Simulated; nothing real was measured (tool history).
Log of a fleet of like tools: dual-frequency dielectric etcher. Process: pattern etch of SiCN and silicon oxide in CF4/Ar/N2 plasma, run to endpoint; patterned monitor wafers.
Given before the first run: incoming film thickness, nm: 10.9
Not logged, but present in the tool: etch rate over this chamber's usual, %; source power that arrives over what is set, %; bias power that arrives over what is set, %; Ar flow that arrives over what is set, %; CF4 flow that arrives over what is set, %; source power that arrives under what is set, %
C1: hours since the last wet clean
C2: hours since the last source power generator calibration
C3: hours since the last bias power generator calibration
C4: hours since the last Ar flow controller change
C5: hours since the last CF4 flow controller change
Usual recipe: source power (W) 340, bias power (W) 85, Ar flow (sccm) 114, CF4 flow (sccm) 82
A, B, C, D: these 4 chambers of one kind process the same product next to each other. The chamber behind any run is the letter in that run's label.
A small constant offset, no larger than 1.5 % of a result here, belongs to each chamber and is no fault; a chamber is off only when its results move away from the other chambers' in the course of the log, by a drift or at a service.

{"run": "1B", "day": 0.254, "source power (W)": 340, "bias power (W)": 85, "Ar flow (sccm)": 114, "CF4 flow (sccm)": 82, "C1": 150.1, "C2": 1580.2, "C3": 785.8, "C4": 578.8, "C5": 253.6, "endpoint time (s)": 15.375}
{"run": "2C", "day": 0.521, "source power (W)": 340, "bias power (W)": 85, "Ar flow (sccm)": 114, "CF4 flow (sccm)": 82, "C1": 313.1, "C2": 3159.8, "C3": 398.8, "C4": 2000.1, "C5": 2714.8, "endpoint time (s)": 15.305}
{"run": "3A", "day": 0.683, "source power (W)": 340, "bias power (W)": 85, "Ar flow (sccm)": 114, "CF4 flow (sccm)": 82, "C1": 312, "C2": 1067.4, "C3": 1208.3, "C4": 4340.3, "C5": 1140.2, "endpoint time (s)": 15.468}
{"run": "4D", "day": 0.912, "source power (W)": 340, "bias power (W)": 85, "Ar flow (sccm)": 114, "CF4 flow (sccm)": 82, "C1": 628.1, "C2": 2459.5, "C3": 773.6, "C4": 619.1, "C5": 4594.3, "endpoint time (s)": 15.298}
{"run": "5A", "day": 1.075, "source power (W)": 340, "bias power (W)": 85, "Ar flow (sccm)": 114, "CF4 flow (sccm)": 82, "C1": 321.4, "C2": 1076.8, "C3": 1217.7, "C4": 4349.7, "C5": 1149.6, "endpoint time (s)": 15.502}
{"run": "6C", "day": 1.229, "source power (W)": 340, "bias power (W)": 85, "Ar flow (sccm)": 114, "CF4 flow (sccm)": 82, "C1": 330.1, "C2": 3176.8, "C3": 415.8, "C4": 2017.1, "C5": 2731.8, "endpoint time (s)": 15.491}
{"day": 1.45, "done": "chamber D: wet clean of the chamber"}
{"run": "7D", "day": 1.479, "source power (W)": 340, "bias power (W)": 85, "Ar flow (sccm)": 114, "CF4 flow (sccm)": 82, "C1": 0.8, "C2": 2473.1, "C3": 787.2, "C4": 632.7, "C5": 4607.9, "endpoint time (s)": 15.286}
{"run": "8B", "day": 1.638, "source power (W)": 340, "bias power (W)": 85, "Ar flow (sccm)": 114, "CF4 flow (sccm)": 82, "C1": 183.3, "C2": 1613.4, "C3": 819, "C4": 612, "C5": 286.8, "endpoint time (s)": 15.145}
{"run": "9C", "day": 1.933, "source power (W)": 340, "bias power (W)": 85, "Ar flow (sccm)": 114, "CF4 flow (sccm)": 82, "C1": 347, "C2": 3193.7, "C3": 432.7, "C4": 2034, "C5": 2748.7, "endpoint time (s)": 15.414}
{"run": "10A", "day": 2.129, "source power (W)": 340, "bias power (W)": 85, "Ar flow (sccm)": 114, "CF4 flow (sccm)": 82, "C1": 346.7, "C2": 1102.1, "C3": 1243, "C4": 4375, "C5": 1174.9, "endpoint time (s)": 15.454}
{"run": "11D", "day": 2.404, "source power (W)": 340, "bias power (W)": 85, "Ar flow (sccm)": 114, "CF4 flow (sccm)": 82, "C1": 23, "C2": 2495.3, "C3": 809.4, "C4": 654.9, "C5": 4630.1, "endpoint time (s)": 15.155}
{"run": "12B", "day": 2.554, "source power (W)": 340, "bias power (W)": 85, "Ar flow (sccm)": 114, "CF4 flow (sccm)": 82, "C1": 205.3, "C2": 1635.4, "C3": 841, "C4": 634, "C5": 308.8, "endpoint time (s)": 15.307}
{"run": "13D", "day": 2.717, "source power (W)": 340, "bias power (W)": 85, "Ar flow (sccm)": 114, "CF4 flow (sccm)": 82, "C1": 30.5, "C2": 2502.8, "C3": 816.9, "C4": 662.4, "C5": 4637.6, "endpoint time (s)": 15.216}
{"run": "14A", "day": 2.925, "source power (W)": 340, "bias power (W)": 85, "Ar flow (sccm)": 114, "CF4 flow (sccm)": 82, "C1": 365.8, "C2": 1121.2, "C3": 1262.1, "C4": 4394.1, "C5": 1194, "endpoint time (s)": 15.414}
{"run": "15B", "day": 3.146, "source power (W)": 340, "bias power (W)": 85, "Ar flow (sccm)": 114, "CF4 flow (sccm)": 82, "C1": 219.5, "C2": 1649.6, "C3": 855.2, "C4": 648.2, "C5": 323, "endpoint time (s)": 15.071}
{"run": "16C", "day": 3.488, "source power (W)": 340, "bias power (W)": 85, "Ar flow (sccm)": 114, "CF4 flow (sccm)": 82, "C1": 384.3, "C2": 3231, "C3": 470, "C4": 2071.3, "C5": 2786, "endpoint time (s)": 15.525}
{"run": "17C", "day": 3.654, "source power (W)": 340, "bias power (W)": 85, "Ar flow (sccm)": 114, "CF4 flow (sccm)": 82, "C1": 388.3, "C2": 3235, "C3": 474, "C4": 2075.3, "C5": 2790, "endpoint time (s)": 15.33}
{"run": "18A", "day": 3.812, "source power (W)": 340, "bias power (W)": 85, "Ar flow (sccm)": 114, "CF4 flow (sccm)": 82, "C1": 387.1, "C2": 1142.5, "C3": 1283.4, "C4": 4415.4, "C5": 1215.3, "endpoint time (s)": 15.331}
{"run": "19D", "day": 3.979, "source power (W)": 340, "bias power (W)": 85, "Ar flow (sccm)": 141, "CF4 flow (sccm)": 65, "C1": 60.8, "C2": 2533.1, "C3": 847.2, "C4": 692.7, "C5": 4667.9, "endpoint time (s)": 16.45}
{"run": "20B", "day": 4.312, "source power (W)": 340, "bias power (W)": 85, "Ar flow (sccm)": 141, "CF4 flow (sccm)": 65, "C1": 247.5, "C2": 1677.6, "C3": 883.2, "C4": 676.2, "C5": 351, "endpoint time (s)": 16.054}
{"run": "21C", "day": 4.579, "source power (W)": 340, "bias power (W)": 85, "Ar flow (sccm)": 141, "CF4 flow (sccm)": 65, "C1": 410.5, "C2": 3257.2, "C3": 496.2, "C4": 2097.5, "C5": 2812.2, "endpoint time (s)": 16.356}
{"run": "22A", "day": 4.871, "source power (W)": 340, "bias power (W)": 85, "Ar flow (sccm)": 141, "CF4 flow (sccm)": 65, "C1": 412.5, "C2": 1167.9, "C3": 1308.8, "C4": 4440.8, "C5": 1240.7, "endpoint time (s)": 16.303}
{"run": "23B", "day": 5.05, "source power (W)": 340, "bias power (W)": 85, "Ar flow (sccm)": 114, "CF4 flow (sccm)": 82, "C1": 265.2, "C2": 1695.3, "C3": 900.9, "C4": 693.9, "C5": 368.7, "endpoint time (s)": 14.946}
{"run": "24D", "day": 5.362, "source power (W)": 340, "bias power (W)": 85, "Ar flow (sccm)": 114, "CF4 flow (sccm)": 82, "C1": 94, "C2": 2566.3, "C3": 880.4, "C4": 725.9, "C5": 4701.1, "endpoint time (s)": 15.203}
{"run": "25A", "day": 5.658, "source power (W)": 340, "bias power (W)": 85, "Ar flow (sccm)": 114, "CF4 flow (sccm)": 82, "C1": 431.4, "C2": 1186.8, "C3": 1327.7, "C4": 4459.7, "C5": 1259.6, "endpoint time (s)": 15.262}
{"run": "26B", "day": 5.938, "source power (W)": 340, "bias power (W)": 85, "Ar flow (sccm)": 114, "CF4 flow (sccm)": 82, "C1": 286.5, "C2": 1716.6, "C3": 922.2, "C4": 715.2, "C5": 390, "endpoint time (s)": 14.991}
{"run": "27C", "day": 6.262, "source power (W)": 340, "bias power (W)": 85, "Ar flow (sccm)": 114, "CF4 flow (sccm)": 82, "C1": 450.9, "C2": 3297.6, "C3": 536.6, "C4": 2137.9, "C5": 2852.6, "endpoint time (s)": 15.354}
{"run": "28D", "day": 6.433, "source power (W)": 340, "bias power (W)": 85, "Ar flow (sccm)": 114, "CF4 flow (sccm)": 82, "C1": 119.7, "C2": 2592, "C3": 906.1, "C4": 751.6, "C5": 4726.8, "endpoint time (s)": 15.366}
{"run": "29B", "day": 6.662, "source power (W)": 340, "bias power (W)": 85, "Ar flow (sccm)": 114, "CF4 flow (sccm)": 82, "C1": 303.9, "C2": 1734, "C3": 939.6, "C4": 732.6, "C5": 407.4, "endpoint time (s)": 15.096}
{"run": "30A", "day": 6.833, "source power (W)": 340, "bias power (W)": 85, "Ar flow (sccm)": 114, "CF4 flow (sccm)": 82, "C1": 459.6, "C2": 1215, "C3": 1355.9, "C4": 4487.9, "C5": 1287.8, "endpoint time (s)": 15.188}
{"run": "31D", "day": 7.0, "source power (W)": 340, "bias power (W)": 85, "Ar flow (sccm)": 114, "CF4 flow (sccm)": 82, "C1": 133.3, "C2": 2605.6, "C3": 919.7, "C4": 765.2, "C5": 4740.4, "endpoint time (s)": 15.043}
{"run": "32C", "day": 7.162, "source power (W)": 340, "bias power (W)": 85, "Ar flow (sccm)": 114, "CF4 flow (sccm)": 82, "C1": 472.5, "C2": 3319.2, "C3": 558.2, "C4": 2159.5, "C5": 2874.2, "endpoint time (s)": 15.334}
{"run": "33C", "day": 7.321, "source power (W)": 340, "bias power (W)": 85, "Ar flow (sccm)": 114, "CF4 flow (sccm)": 82, "C1": 476.3, "C2": 3323, "C3": 562, "C4": 2163.3, "C5": 2878, "endpoint time (s)": 15.17}
{"run": "34B", "day": 7.596, "source power (W)": 340, "bias power (W)": 85, "Ar flow (sccm)": 114, "CF4 flow (sccm)": 82, "C1": 326.3, "C2": 1756.4, "C3": 962, "C4": 755, "C5": 429.8, "endpoint time (s)": 14.753}
{"run": "35A", "day": 7.921, "source power (W)": 340, "bias power (W)": 85, "Ar flow (sccm)": 114, "CF4 flow (sccm)": 82, "C1": 485.7, "C2": 1241.1, "C3": 1382, "C4": 4514, "C5": 1313.9, "endpoint time (s)": 15.633}
{"run": "36D", "day": 8.2, "source power (W)": 340, "bias power (W)": 85, "Ar flow (sccm)": 114, "CF4 flow (sccm)": 82, "C1": 162.1, "C2": 2634.4, "C3": 948.5, "C4": 794, "C5": 4769.2, "endpoint time (s)": 15.371}

Is one chamber off against the others, does the gauge drift, or is nothing wrong? If a chamber is off, say which, and what the likeliest cause is.

Little by little, chamber B moves away from the other chambers.
Likeliest cause: etch rate over this chamber's usual, % = 4.76.
Not necessarily distinguishable in this log from: source power that arrives over what is set, %.

Chamber B could run next with any of the 4 candidate recipes listed below; each alters the usual settings, and their results appear as question marks. Which one brings its results back in line with what the other chambers deliver on the usual settings?
In line here means within this much of the mean the other chambers give on the usual settings: endpoint time (s) 0.48
{"run": "37B-1", "day": 8.45, "source power (W)": 330, "bias power (W)": 83, "Ar flow (sccm)": 114, "CF4 flow (sccm)": 81, "endpoint time (s)": "?"}
{"run": "37B-2", "day": 8.45, "source power (W)": 340, "bias power (W)": 85, "Ar flow (sccm)": 114, "CF4 flow (sccm)": 109, "endpoint time (s)": "?"}
{"run": "37B-3", "day": 8.45, "source power (W)": 310, "bias power (W)": 81, "Ar flow (sccm)": 116, "CF4 flow (sccm)": 81, "endpoint time (s)": "?"}
{"run": "37B-4", "day": 8.45, "source power (W)": 370, "bias power (W)": 89, "Ar flow (sccm)": 112, "CF4 flow (sccm)": 83, "endpoint time (s)": "?"}

The other chambers' mean on the usual settings: endpoint time (s) 15.321
run=37B-1 endpoint_time_(s)=15.253
run=37B-2 endpoint_time_(s)=14.171
run=37B-3 endpoint_time_(s)=16.306
run=37B-4 endpoint_time_(s)=13.363
37B-1 puts the chamber back in line with the other chambers.
